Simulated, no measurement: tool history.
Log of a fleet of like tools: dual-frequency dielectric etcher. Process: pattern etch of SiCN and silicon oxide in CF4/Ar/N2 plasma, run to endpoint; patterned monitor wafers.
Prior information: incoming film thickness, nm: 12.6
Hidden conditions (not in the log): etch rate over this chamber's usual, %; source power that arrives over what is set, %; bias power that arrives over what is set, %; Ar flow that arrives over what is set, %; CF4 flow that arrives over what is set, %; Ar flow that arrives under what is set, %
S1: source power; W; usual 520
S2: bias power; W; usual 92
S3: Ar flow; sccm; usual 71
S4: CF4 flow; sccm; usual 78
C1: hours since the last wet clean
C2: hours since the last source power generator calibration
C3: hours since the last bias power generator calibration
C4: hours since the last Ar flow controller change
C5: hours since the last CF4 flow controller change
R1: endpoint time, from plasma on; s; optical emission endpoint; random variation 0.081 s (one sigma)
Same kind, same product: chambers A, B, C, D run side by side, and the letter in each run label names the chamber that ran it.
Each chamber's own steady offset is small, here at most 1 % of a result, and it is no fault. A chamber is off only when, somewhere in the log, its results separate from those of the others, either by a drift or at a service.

{"run": "1B", "hour": 8.1, "S1": 520, "S2": 92, "S3": 71, "S4": 78, "C1": 122.2, "C2": 576.6, "C3": 3156.5, "C4": 3504.2, "C5": 2552.8, "R1": 11.161}
{"run": "2A", "hour": 17.0, "S1": 520, "S2": 92, "S3": 71, "S4": 78, "C1": 274.0, "C2": 621.9, "C3": 2100.2, "C4": 4958.9, "C5": 1272.8, "R1": 11.04}
{"hour": 20.6, "done": "chamber D: wet clean of the chamber"}
{"run": "3C", "hour": 26.0, "S1": 520, "S2": 92, "S3": 71, "S4": 78, "C1": 308.9, "C2": 566.9, "C3": 928.6, "C4": 164.3, "C5": 1285.0, "R1": 11.239}
{"hour": 28.3, "done": "chamber B: Ar flow controller replaced"}
{"run": "4D", "hour": 31.2, "S1": 520, "S2": 92, "S3": 71, "S4": 78, "C1": 10.6, "C2": 441.6, "C3": 811.7, "C4": 2857.7, "C5": 84.6, "R1": 11.13}
{"hour": 31.6, "done": "chamber D: Ar flow controller replaced"}
{"run": "5B", "hour": 37.4, "S1": 520, "S2": 92, "S3": 71, "S4": 78, "C1": 151.5, "C2": 605.9, "C3": 3185.8, "C4": 9.1, "C5": 2582.1, "R1": 11.27}
{"hour": 41.1, "done": "chamber C: wet clean of the chamber"}
{"run": "6C", "hour": 45.7, "S1": 520, "S2": 92, "S3": 71, "S4": 78, "C1": 4.6, "C2": 586.6, "C3": 948.3, "C4": 184.0, "C5": 1304.7, "R1": 11.185}
{"run": "7D", "hour": 54.4, "S1": 520, "S2": 92, "S3": 71, "S4": 78, "C1": 33.8, "C2": 464.8, "C3": 834.9, "C4": 22.9, "C5": 107.8, "R1": 11.247}
{"run": "8A", "hour": 59.3, "S1": 520, "S2": 92, "S3": 71, "S4": 78, "C1": 316.3, "C2": 664.2, "C3": 2142.5, "C4": 5001.2, "C5": 1315.1, "R1": 11.036}
{"run": "9B", "hour": 64.9, "S1": 520, "S2": 92, "S3": 71, "S4": 78, "C1": 179.0, "C2": 633.4, "C3": 3213.3, "C4": 36.6, "C5": 2609.6, "R1": 11.092}
{"run": "10A", "hour": 70.7, "S1": 520, "S2": 92, "S3": 71, "S4": 78, "C1": 327.7, "C2": 675.6, "C3": 2153.9, "C4": 5012.6, "C5": 1326.5, "R1": 11.098}
{"run": "11D", "hour": 77.2, "S1": 520, "S2": 92, "S3": 71, "S4": 78, "C1": 56.6, "C2": 487.6, "C3": 857.7, "C4": 45.7, "C5": 130.6, "R1": 11.107}
{"run": "12C", "hour": 86.4, "S1": 520, "S2": 92, "S3": 71, "S4": 78, "C1": 45.3, "C2": 627.3, "C3": 989.0, "C4": 224.7, "C5": 1345.4, "R1": 11.13}
{"run": "13B", "hour": 94.6, "S1": 520, "S2": 92, "S3": 71, "S4": 78, "C1": 208.7, "C2": 663.1, "C3": 3243.0, "C4": 66.3, "C5": 2639.3, "R1": 11.17}
{"run": "14D", "hour": 102.3, "S1": 520, "S2": 92, "S3": 71, "S4": 78, "C1": 81.7, "C2": 512.7, "C3": 882.8, "C4": 70.8, "C5": 155.7, "R1": 11.195}
{"run": "15A", "hour": 111.4, "S1": 480, "S2": 81, "S3": 71, "S4": 78, "C1": 368.4, "C2": 716.3, "C3": 2194.6, "C4": 5053.3, "C5": 1367.2, "R1": 12.292}
{"run": "16C", "hour": 119.0, "S1": 480, "S2": 81, "S3": 71, "S4": 78, "C1": 77.9, "C2": 659.9, "C3": 1021.6, "C4": 257.3, "C5": 1378.0, "R1": 12.674}
{"run": "17C", "hour": 124.0, "S1": 480, "S2": 81, "S3": 71, "S4": 78, "C1": 82.9, "C2": 664.9, "C3": 1026.6, "C4": 262.3, "C5": 1383.0, "R1": 12.546}
{"run": "18A", "hour": 130.0, "S1": 480, "S2": 81, "S3": 71, "S4": 78, "C1": 387.0, "C2": 734.9, "C3": 2213.2, "C4": 5071.9, "C5": 1385.8, "R1": 12.418}
{"run": "19B", "hour": 136.9, "S1": 520, "S2": 92, "S3": 71, "S4": 78, "C1": 251.0, "C2": 705.4, "C3": 3285.3, "C4": 108.6, "C5": 2681.6, "R1": 11.134}
{"run": "20D", "hour": 143.7, "S1": 520, "S2": 92, "S3": 71, "S4": 78, "C1": 123.1, "C2": 554.1, "C3": 924.2, "C4": 112.2, "C5": 197.1, "R1": 11.23}
{"run": "21C", "hour": 149.6, "S1": 520, "S2": 92, "S3": 71, "S4": 78, "C1": 108.5, "C2": 690.5, "C3": 1052.2, "C4": 287.9, "C5": 1408.6, "R1": 11.194}
{"run": "22A", "hour": 158.6, "S1": 520, "S2": 92, "S3": 71, "S4": 78, "C1": 415.6, "C2": 763.5, "C3": 2241.8, "C4": 5100.5, "C5": 1414.4, "R1": 11.187}
{"run": "23D", "hour": 166.2, "S1": 520, "S2": 92, "S3": 71, "S4": 78, "C1": 145.6, "C2": 576.6, "C3": 946.7, "C4": 134.7, "C5": 219.6, "R1": 11.148}
{"run": "24B", "hour": 174.2, "S1": 520, "S2": 92, "S3": 71, "S4": 78, "C1": 288.3, "C2": 742.7, "C3": 3322.6, "C4": 145.9, "C5": 2718.9, "R1": 11.141}
{"run": "25D", "hour": 183.3, "S1": 520, "S2": 92, "S3": 63, "S4": 78, "C1": 162.7, "C2": 593.7, "C3": 963.8, "C4": 151.8, "C5": 236.7, "R1": 10.975}

Next, every chamber runs the same settings. What will each give?
{"run": "26A", "hour": 190.0, "S1": 520, "S2": 92, "S3": 71, "S4": 78, "R1": "?"}
{"run": "26B", "hour": 190.0, "S1": 520, "S2": 92, "S3": 71, "S4": 78, "R1": "?"}
{"run": "26C", "hour": 190.0, "S1": 520, "S2": 92, "S3": 71, "S4": 78, "R1": "?"}
{"run": "26D", "hour": 190.0, "S1": 520, "S2": 92, "S3": 71, "S4": 78, "R1": "?"}

run=26A R1=11.093
run=26B R1=11.121
run=26C R1=11.181
run=26D R1=11.103
